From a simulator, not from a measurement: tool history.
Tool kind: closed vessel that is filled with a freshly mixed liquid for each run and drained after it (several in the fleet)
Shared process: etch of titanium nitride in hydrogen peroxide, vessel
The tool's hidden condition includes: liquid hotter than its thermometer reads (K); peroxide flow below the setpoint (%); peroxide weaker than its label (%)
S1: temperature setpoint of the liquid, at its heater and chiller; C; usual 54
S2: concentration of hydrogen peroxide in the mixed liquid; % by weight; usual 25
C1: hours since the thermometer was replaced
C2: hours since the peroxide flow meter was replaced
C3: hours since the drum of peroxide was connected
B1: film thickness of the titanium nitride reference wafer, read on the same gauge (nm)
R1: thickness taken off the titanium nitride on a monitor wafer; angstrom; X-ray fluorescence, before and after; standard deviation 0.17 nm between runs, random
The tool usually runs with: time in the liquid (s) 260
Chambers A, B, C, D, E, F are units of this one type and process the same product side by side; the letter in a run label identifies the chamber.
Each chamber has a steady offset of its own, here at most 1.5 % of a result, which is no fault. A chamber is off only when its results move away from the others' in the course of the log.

{"run": "1E", "hour": 7.8, "S1": 54, "S2": 25, "time in the liquid (s)": 260, "C1": 216.7, "C2": 233.1, "C3": 1158.6, "B1": 150, "R1": 199.82}
{"run": "2C", "hour": 19.9, "S1": 54, "S2": 25, "time in the liquid (s)": 260, "C1": 470.3, "C2": 580.8, "C3": 93.4, "B1": 150.01, "R1": 199.48}
{"run": "3B", "hour": 32.7, "S1": 54, "S2": 25, "time in the liquid (s)": 260, "C1": 204, "C2": 65.9, "C3": 928.4, "B1": 150, "R1": 199.06}
{"run": "4D", "hour": 45.2, "S1": 54, "S2": 25, "time in the liquid (s)": 260, "C1": 1734.4, "C2": 77.2, "C3": 957.1, "B1": 149.98, "R1": 197.81}
{"run": "5A", "hour": 58.3, "S1": 54, "S2": 17.5, "time in the liquid (s)": 365, "C1": 1051.1, "C2": 539.9, "C3": 202, "B1": 150, "R1": 259.54}
{"run": "6F", "hour": 71.9, "S1": 54, "S2": 17.5, "time in the liquid (s)": 365, "C1": 367.1, "C2": 1012.7, "C3": 160.3, "B1": 150, "R1": 261.73}
{"hour": 74.9, "done": "chamber E: new drum of peroxide connected"}
{"run": "7F", "hour": 82.1, "S1": 54, "S2": 17.5, "time in the liquid (s)": 365, "C1": 377.3, "C2": 1022.9, "C3": 170.5, "B1": 150.01, "R1": 262.28}
{"hour": 90.4, "done": "chamber A: peroxide flow meter replaced"}
{"run": "8B", "hour": 96.5, "S1": 54, "S2": 17.5, "time in the liquid (s)": 365, "C1": 267.8, "C2": 129.7, "C3": 992.2, "B1": 149.98, "R1": 265.52}
{"run": "9A", "hour": 106.1, "S1": 54, "S2": 17.5, "time in the liquid (s)": 365, "C1": 1098.9, "C2": 15.8, "C3": 249.8, "B1": 150, "R1": 261}
{"run": "10D", "hour": 114.5, "S1": 54, "S2": 17.5, "time in the liquid (s)": 365, "C1": 1803.7, "C2": 146.5, "C3": 1026.4, "B1": 150, "R1": 259.72}
{"hour": 121.4, "done": "chamber B: new drum of peroxide connected"}
{"run": "11C", "hour": 125.5, "S1": 54, "S2": 25, "time in the liquid (s)": 260, "C1": 575.9, "C2": 686.4, "C3": 199, "B1": 150.01, "R1": 203.13}
{"run": "12E", "hour": 132.7, "S1": 54, "S2": 25, "time in the liquid (s)": 260, "C1": 341.6, "C2": 358, "C3": 57.8, "B1": 150, "R1": 201.82}
{"run": "13F", "hour": 144.0, "S1": 54, "S2": 25, "time in the liquid (s)": 260, "C1": 439.2, "C2": 1084.8, "C3": 232.4, "B1": 150.01, "R1": 202.79}
{"run": "14B", "hour": 151.6, "S1": 54, "S2": 25, "time in the liquid (s)": 260, "C1": 322.9, "C2": 184.8, "C3": 30.2, "B1": 149.99, "R1": 202}
{"hour": 152.0, "done": "chamber C: thermometer replaced"}
{"run": "15C", "hour": 158.6, "S1": 54, "S2": 25, "time in the liquid (s)": 260, "C1": 6.7, "C2": 719.5, "C3": 232.1, "B1": 150.01, "R1": 201.89}
{"run": "16D", "hour": 171.6, "S1": 45, "S2": 29, "time in the liquid (s)": 260, "C1": 1860.8, "C2": 203.6, "C3": 1083.5, "B1": 150, "R1": 108.9}
{"hour": 172.8, "done": "chamber D: thermometer replaced"}
{"run": "17E", "hour": 180.4, "S1": 45, "S2": 29, "time in the liquid (s)": 260, "C1": 389.3, "C2": 405.7, "C3": 105.5, "B1": 149.99, "R1": 109.03}
{"run": "18A", "hour": 190.5, "S1": 45, "S2": 29, "time in the liquid (s)": 260, "C1": 1183.3, "C2": 100.2, "C3": 334.2, "B1": 150, "R1": 106.36}
{"run": "19B", "hour": 205.1, "S1": 45, "S2": 29, "time in the liquid (s)": 260, "C1": 376.4, "C2": 238.3, "C3": 83.7, "B1": 150, "R1": 111.79}
{"run": "20C", "hour": 215.2, "S1": 45, "S2": 29, "time in the liquid (s)": 260, "C1": 63.3, "C2": 776.1, "C3": 288.7, "B1": 149.97, "R1": 108.74}
{"run": "21D", "hour": 226.9, "S1": 45, "S2": 29, "time in the liquid (s)": 260, "C1": 54.1, "C2": 258.9, "C3": 1138.8, "B1": 149.99, "R1": 107.49}
{"hour": 232.0, "done": "chamber D: new drum of peroxide connected"}
{"run": "22E", "hour": 241.6, "S1": 58.5, "S2": 25, "time in the liquid (s)": 405, "C1": 450.5, "C2": 466.9, "C3": 166.7, "B1": 150.01, "R1": 444.65}
{"hour": 250.7, "done": "chamber F: peroxide flow meter replaced"}
{"run": "23A", "hour": 253.0, "S1": 58.5, "S2": 25, "time in the liquid (s)": 405, "C1": 1245.8, "C2": 162.7, "C3": 396.7, "B1": 150.01, "R1": 434.4}
{"run": "24F", "hour": 265.7, "S1": 58.5, "S2": 25, "time in the liquid (s)": 405, "C1": 560.9, "C2": 15, "C3": 354.1, "B1": 150.02, "R1": 436.05}
{"run": "25D", "hour": 278.3, "S1": 58.5, "S2": 25, "time in the liquid (s)": 405, "C1": 105.5, "C2": 310.3, "C3": 46.4, "B1": 149.99, "R1": 424.24}
{"run": "26F", "hour": 291.0, "S1": 58.5, "S2": 25, "time in the liquid (s)": 405, "C1": 586.2, "C2": 40.3, "C3": 379.4, "B1": 150.02, "R1": 434.24}
{"hour": 296.5, "done": "chamber E: peroxide flow meter replaced"}
{"run": "27C", "hour": 299.2, "S1": 58.5, "S2": 25, "time in the liquid (s)": 405, "C1": 147.3, "C2": 860.1, "C3": 372.7, "B1": 150, "R1": 428.38}
{"hour": 309.3, "done": "chamber A: thermometer replaced"}
{"run": "28B", "hour": 313.4, "S1": 54, "S2": 25, "time in the liquid (s)": 260, "C1": 484.7, "C2": 346.6, "C3": 192, "B1": 150.01, "R1": 205.65}
{"run": "29A", "hour": 327.1, "S1": 54, "S2": 25, "time in the liquid (s)": 260, "C1": 17.9, "C2": 236.8, "C3": 470.8, "B1": 150, "R1": 198.75}
{"run": "30E", "hour": 341.9, "S1": 54, "S2": 25, "time in the liquid (s)": 260, "C1": 550.8, "C2": 45.4, "C3": 267, "B1": 150, "R1": 215.39}
{"run": "31E", "hour": 349.5, "S1": 54, "S2": 18, "time in the liquid (s)": 260, "C1": 558.4, "C2": 53, "C3": 274.6, "B1": 150.01, "R1": 202.39}
{"run": "32D", "hour": 362.3, "S1": 54, "S2": 18, "time in the liquid (s)": 260, "C1": 189.5, "C2": 394.3, "C3": 130.4, "B1": 150.01, "R1": 183.92}
{"run": "33A", "hour": 377.9, "S1": 54, "S2": 18, "time in the liquid (s)": 260, "C1": 68.7, "C2": 287.6, "C3": 521.6, "B1": 150.02, "R1": 187.72}
{"run": "34C", "hour": 389.8, "S1": 54, "S2": 18, "time in the liquid (s)": 260, "C1": 237.9, "C2": 950.7, "C3": 463.3, "B1": 149.98, "R1": 187.3}
{"run": "35F", "hour": 402.0, "S1": 54, "S2": 18, "time in the liquid (s)": 260, "C1": 697.2, "C2": 151.3, "C3": 490.4, "B1": 150.02, "R1": 188.65}
{"run": "36B", "hour": 412.7, "S1": 54, "S2": 18, "time in the liquid (s)": 260, "C1": 584, "C2": 445.9, "C3": 291.3, "B1": 150, "R1": 189.4}
{"run": "37B", "hour": 421.3, "S1": 54, "S2": 25, "time in the liquid (s)": 260, "C1": 592.6, "C2": 454.5, "C3": 299.9, "B1": 150.02, "R1": 202.84}
{"run": "38E", "hour": 435.7, "S1": 54, "S2": 20, "time in the liquid (s)": 310, "C1": 644.6, "C2": 139.2, "C3": 360.8, "B1": 149.99, "R1": 255.9}
{"run": "39D", "hour": 444.8, "S1": 54, "S2": 20, "time in the liquid (s)": 310, "C1": 272, "C2": 476.8, "C3": 212.9, "B1": 150.01, "R1": 226.85}

What goes on in this fleet: one chamber off, a drifting gauge, or nothing beyond the chambers' own small offsets? Name the chamber and the cause, if any.

Little by little, chamber E moves away from the other chambers.
What lies behind it: liquid hotter than its thermometer reads (K) = 1.72.

Here are 4 candidates for chamber E's next run, each the usual settings with a change, their results left as question marks. Which one brings its results back in line with what the others give on the usual settings?
Maximum distance from the other chambers' mean on the usual settings for a result to count as in line: R1 5.9 angstrom
{"run": "40E-1", "hour": 456.2, "S1": 54, "S2": 14.5, "time in the liquid (s)": 260, "R1": "?"}
{"run": "40E-2", "hour": 456.2, "S1": 55.5, "S2": 25, "time in the liquid (s)": 260, "R1": "?"}
{"run": "40E-3", "hour": 456.2, "S1": 52.5, "S2": 25, "time in the liquid (s)": 240, "R1": "?"}
{"run": "40E-4", "hour": 456.2, "S1": 55.5, "S2": 25, "time in the liquid (s)": 280, "R1": "?"}

Usual-settings mean across the other chambers: R1 201.6 angstrom
run=40E-1 R1=201.36
run=40E-2 R1=250.91
run=40E-3 R1=187.49
run=40E-4 R1=270.21
40E-1 is the one that brings the chamber's results back in line with the other chambers.

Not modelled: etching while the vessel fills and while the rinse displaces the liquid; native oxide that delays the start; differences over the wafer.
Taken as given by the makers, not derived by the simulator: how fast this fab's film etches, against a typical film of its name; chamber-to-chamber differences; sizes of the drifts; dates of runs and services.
